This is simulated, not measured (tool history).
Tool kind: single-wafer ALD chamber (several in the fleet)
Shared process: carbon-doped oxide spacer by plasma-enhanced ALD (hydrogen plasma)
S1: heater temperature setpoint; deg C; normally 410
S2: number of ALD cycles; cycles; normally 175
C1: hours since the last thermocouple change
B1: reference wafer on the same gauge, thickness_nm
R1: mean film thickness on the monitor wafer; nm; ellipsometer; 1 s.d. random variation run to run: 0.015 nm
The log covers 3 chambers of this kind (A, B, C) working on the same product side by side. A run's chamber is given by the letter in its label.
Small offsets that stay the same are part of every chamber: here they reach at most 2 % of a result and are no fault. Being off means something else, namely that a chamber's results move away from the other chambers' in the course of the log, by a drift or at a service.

run 1B hour=3.7 | S1=410 S2=175 | C1=2219.2 | B1=7.5594 | R1=8.4442
run 2C hour=7.4 | S1=410 S2=175 | C1=45.0 | B1=7.5591 | R1=8.6305
run 3A hour=13.4 | S1=410 S2=175 | C1=1118.1 | B1=7.5537 | R1=8.5018
run 4B hour=19.5 | S1=410 S2=175 | C1=2235.0 | B1=7.5518 | R1=8.4272
run 5A hour=25.6 | S1=410 S2=175 | C1=1130.3 | B1=7.5504 | R1=8.4909
run 6C hour=31.4 | S1=410 S2=175 | C1=69.0 | B1=7.5492 | R1=8.5986
-- hour=33.9 chamber A: thermocouple changed; heater temperature recalibrated
run 7A hour=36.1 | S1=410 S2=175 | C1=2.2 | B1=7.5467 | R1=8.4608
run 8B hour=42.1 | S1=410 S2=175 | C1=2257.6 | B1=7.5430 | R1=8.4344
run 9C hour=48.5 | S1=410 S2=175 | C1=86.1 | B1=7.5393 | R1=8.6321
run 10C hour=54.0 | S1=410 S2=175 | C1=91.6 | B1=7.5378 | R1=8.6029
run 11B hour=59.8 | S1=410 S2=175 | C1=2275.3 | B1=7.5386 | R1=8.4088
run 12A hour=64.5 | S1=410 S2=175 | C1=30.6 | B1=7.5350 | R1=8.4535
run 13B hour=68.4 | S1=410 S2=175 | C1=2283.9 | B1=7.5337 | R1=8.4349
run 14A hour=73.0 | S1=410 S2=175 | C1=39.1 | B1=7.5373 | R1=8.4767
run 15C hour=78.6 | S1=410 S2=175 | C1=116.2 | B1=7.5283 | R1=8.5634
run 16C hour=82.6 | S1=410 S2=175 | C1=120.2 | B1=7.5266 | R1=8.5773
run 17B hour=88.9 | S1=410 S2=175 | C1=2304.4 | B1=7.5277 | R1=8.4100
run 18A hour=93.5 | S1=410 S2=175 | C1=59.6 | B1=7.5267 | R1=8.4199
run 19B hour=100.1 | S1=410 S2=175 | C1=2315.6 | B1=7.5238 | R1=8.4076
run 20C hour=103.5 | S1=410 S2=175 | C1=141.1 | B1=7.5221 | R1=8.5570
run 21A hour=106.8 | S1=418 S2=175 | C1=72.9 | B1=7.5207 | R1=8.2446
run 22C hour=110.3 | S1=418 S2=175 | C1=147.9 | B1=7.5173 | R1=8.3532
run 23A hour=114.8 | S1=418 S2=175 | C1=80.9 | B1=7.5215 | R1=8.2329
run 24B hour=121.1 | S1=420 S2=149 | C1=2336.6 | B1=7.5151 | R1=6.9350
run 25A hour=127.7 | S1=420 S2=149 | C1=93.8 | B1=7.5126 | R1=6.9391
run 26B hour=131.4 | S1=420 S2=149 | C1=2346.9 | B1=7.5097 | R1=6.9380
run 27C hour=135.8 | S1=410 S2=175 | C1=173.4 | B1=7.5098 | R1=8.5782
run 28A hour=140.1 | S1=410 S2=175 | C1=106.2 | B1=7.5043 | R1=8.4430

Next, every chamber runs the same settings. What will each give?
run 29A hour=144.9 | S1=410 S2=175 | R1=?
run 29B hour=144.9 | S1=410 S2=175 | R1=?
run 29C hour=144.9 | S1=410 S2=175 | R1=?

run=29A R1=8.3924
run=29B R1=8.3849
run=29C R1=8.5271
